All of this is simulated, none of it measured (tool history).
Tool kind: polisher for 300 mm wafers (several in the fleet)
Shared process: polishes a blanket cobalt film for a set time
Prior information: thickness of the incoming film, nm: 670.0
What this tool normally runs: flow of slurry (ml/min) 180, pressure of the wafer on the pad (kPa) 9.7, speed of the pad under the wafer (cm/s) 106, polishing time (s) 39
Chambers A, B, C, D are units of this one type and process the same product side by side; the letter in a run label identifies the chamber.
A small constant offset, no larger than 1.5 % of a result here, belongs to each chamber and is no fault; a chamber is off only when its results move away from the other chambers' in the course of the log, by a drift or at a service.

run   hour  flow of slurry (ml/min)  pressure of the wafer on the pad (kPa)  speed of the pad under the wafer (cm/s)  polishing time (s)  film removed (nm)
 1D    8.2                      180                                     9.7                                      106                  39             160.90
      11.0  -- chamber C: worn pad replaced by a new one
 2A   16.7                      180                                     9.7                                      106                  39             155.69
 3B   28.0                      180                                     9.7                                      106                  39             160.32
 4C   38.8                      180                                     9.7                                      106                  39             158.49
 5A   50.6                      180                                     9.7                                      106                  39             159.65
      59.5  -- chamber A: worn pad replaced by a new one
      59.7  -- chamber A: slurry nozzle cleaned
 6C   61.2                      180                                     9.7                                      106                  39             158.67
      63.3  -- chamber D: worn pad replaced by a new one
 7B   73.2                      180                                     9.7                                      118                  50             220.80
 8D   83.0                      180                                     9.7                                      118                  50             221.54
 9A   94.8                      180                                     9.7                                      118                  50             223.38
10D  105.5                      180                                     9.7                                      118                  50             217.36
11C  111.3                      180                                     9.7                                      106                  39             159.07
     115.5  -- chamber C: worn pad replaced by a new one
12B  121.2                      180                                     9.7                                      106                  39             150.53
     126.3  -- chamber D: slurry nozzle cleaned
13A  131.1                      180                                     9.7                                      106                  39             161.54
     137.6  -- chamber D: worn pad replaced by a new one
     143.3  -- chamber A: worn pad replaced by a new one
14D  143.4                      180                                     9.7                                      106                  39             159.61
15B  151.6                      225                                     7.6                                      106                  39             121.07
16C  162.2                      225                                     7.6                                      106                  39             127.90
     167.8  -- chamber B: slurry nozzle cleaned
17B  172.8                      225                                     7.6                                      106                  39             122.20
18D  180.2                      225                                     7.6                                      106                  39             129.68
     184.0  -- chamber C: slurry nozzle cleaned
19C  187.1                      180                                     9.7                                      106                  39             159.18
20A  199.3                      180                                     9.7                                      106                  39             157.48
21A  208.5                      180                                     9.7                                      106                  39             152.13
     219.1  -- chamber C: worn pad replaced by a new one
22C  219.1                      180                                     9.7                                      106                  39             157.22
     222.3  -- chamber A: worn pad replaced by a new one
     226.4  -- chamber D: worn pad replaced by a new one
23D  229.4                      180                                     9.7                                      106                  39             157.09
24B  242.2                      180                                     9.7                                       94                  39             134.13
25D  248.0                      180                                     9.7                                       94                  39             141.59
26A  258.8                      180                                     9.7                                       94                  39             142.93
     261.1  -- chamber A: slurry nozzle cleaned
27C  265.7                      180                                     9.7                                       94                  39             142.55
28B  274.9                      180                                     9.7                                      106                  39             149.01
29B  287.8                      180                                     9.7                                      106                  39             145.98
30D  295.1                      180                                     9.7                                      106                  39             157.19
31C  304.7                      155                                     9.7                                      106                  39             155.18
     310.6  -- chamber A: worn pad replaced by a new one
     311.2  -- chamber D: worn pad replaced by a new one
32A  316.7                      155                                     9.7                                      106                  39             150.67
     322.6  -- chamber C: worn pad replaced by a new one
33C  327.2                      155                                     9.7                                      106                  39             154.98
34A  333.6                      155                                     9.7                                      106                  39             151.41
35B  340.3                      180                                     9.7                                      106                  39             141.85
     346.1  -- chamber B: slurry nozzle cleaned
36D  350.8                      180                                     9.7                                      106                  39             157.48
37C  360.1                      180                                     9.7                                      106                  39             158.82
38B  366.0                      180                                     9.7                                      106                  39             144.88
39D  376.7                      180                                     9.7                                      106                  39             158.72
40A  383.5                      180                                     9.7                                      106                  39             156.98
     385.7  -- chamber D: worn pad replaced by a new one
41D  394.3                      180                                     9.7                                      106                  39             158.69
42B  401.3                      180                                     9.7                                      106                  39             144.78

Each of the 4 chambers runs these same settings next. Fill in every chamber's results:
43A  410.6                      180                                     9.7                                      106                  39                  ?
43B  410.6                      180                                     9.7                                      106                  39                  ?
43C  410.6                      180                                     9.7                                      106                  39                  ?
43D  410.6                      180                                     9.7                                      106                  39                  ?

run  film removed (nm)
43A             155.74
43B             144.71
43C             155.01
43D             154.81
